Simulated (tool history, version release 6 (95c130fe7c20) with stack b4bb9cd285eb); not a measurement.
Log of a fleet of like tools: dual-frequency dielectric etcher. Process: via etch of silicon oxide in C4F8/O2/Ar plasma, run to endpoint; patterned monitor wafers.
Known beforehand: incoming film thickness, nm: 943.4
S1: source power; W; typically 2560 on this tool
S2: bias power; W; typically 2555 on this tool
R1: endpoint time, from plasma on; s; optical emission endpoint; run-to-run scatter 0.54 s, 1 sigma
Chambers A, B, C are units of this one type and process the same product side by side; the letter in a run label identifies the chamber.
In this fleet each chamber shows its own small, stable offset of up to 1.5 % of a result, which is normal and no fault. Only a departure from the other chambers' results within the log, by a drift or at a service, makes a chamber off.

{"run": "1A", "hour": 7.9, "S1": 2560, "S2": 2555, "R1": 159.07}
{"run": "2C", "hour": 17.7, "S1": 2560, "S2": 2555, "R1": 156.83}
{"run": "3B", "hour": 25.5, "S1": 2560, "S2": 2555, "R1": 156.54}
{"hour": 30.3, "done": "chamber A: wet clean of the chamber"}
{"run": "4A", "hour": 35.8, "S1": 2560, "S2": 2555, "R1": 157.8}
{"run": "5B", "hour": 46.4, "S1": 2560, "S2": 2041, "R1": 167.76}
{"run": "6C", "hour": 56.3, "S1": 2560, "S2": 2041, "R1": 167.16}
{"run": "7B", "hour": 62.9, "S1": 2560, "S2": 2041, "R1": 168.18}
{"run": "8C", "hour": 75.3, "S1": 2560, "S2": 2555, "R1": 156.8}
{"hour": 76.8, "done": "chamber A: bias power generator calibrated"}
{"run": "9A", "hour": 86.8, "S1": 2860, "S2": 3125, "R1": 142.58}
{"run": "10C", "hour": 95.6, "S1": 2860, "S2": 3125, "R1": 140.93}
{"run": "11A", "hour": 104.9, "S1": 2860, "S2": 3125, "R1": 142.49}
{"run": "12B", "hour": 111.7, "S1": 2560, "S2": 2555, "R1": 158.64}
{"run": "13A", "hour": 121.2, "S1": 2560, "S2": 2555, "R1": 158.14}
{"run": "14B", "hour": 127.2, "S1": 2560, "S2": 2555, "R1": 159.83}
{"run": "15C", "hour": 134.7, "S1": 2560, "S2": 2555, "R1": 156.44}
{"run": "16C", "hour": 141.4, "S1": 2560, "S2": 2555, "R1": 157.21}
{"run": "17B", "hour": 147.7, "S1": 2560, "S2": 2555, "R1": 160.82}
{"run": "18A", "hour": 155.5, "S1": 2560, "S2": 2555, "R1": 158.22}
{"run": "19C", "hour": 163.8, "S1": 2560, "S2": 2555, "R1": 156.71}
{"run": "20B", "hour": 175.3, "S1": 2560, "S2": 2555, "R1": 161.97}
{"run": "21A", "hour": 181.6, "S1": 2560, "S2": 2555, "R1": 158.86}
{"run": "22C", "hour": 188.9, "S1": 2560, "S2": 2555, "R1": 157.41}

What goes on in this fleet: one chamber off, a drifting gauge, or nothing beyond the chambers' own small offsets? Name the chamber and the cause, if any.

Little by little, chamber B moves away from the other chambers.
What lies behind it: etch rate under this chamber's usual, % = 4.23.

Chamber B could run next with any of the 4 candidate recipes listed below; each alters the usual settings, and their results appear as question marks. Which one brings its results back in line with what the other chambers deliver on the usual settings?
Maximum distance from the other chambers' mean on the usual settings for a result to count as in line: R1 1.9 s
{"run": "23B-1", "hour": 198.4, "S1": 2420, "S2": 2447, "R1": "?"}
{"run": "23B-2", "hour": 198.4, "S1": 2140, "S2": 2555, "R1": "?"}
{"run": "23B-3", "hour": 198.4, "S1": 2700, "S2": 2663, "R1": "?"}
{"run": "23B-4", "hour": 198.4, "S1": 2860, "S2": 2780, "R1": "?"}

On the usual settings, the other chambers give on average: R1 157.72 s
run=23B-1 R1=169.08
run=23B-2 R1=175.21
run=23B-3 R1=157.88
run=23B-4 R1=152.34
With 23B-3, the chamber falls back in line with the rest.
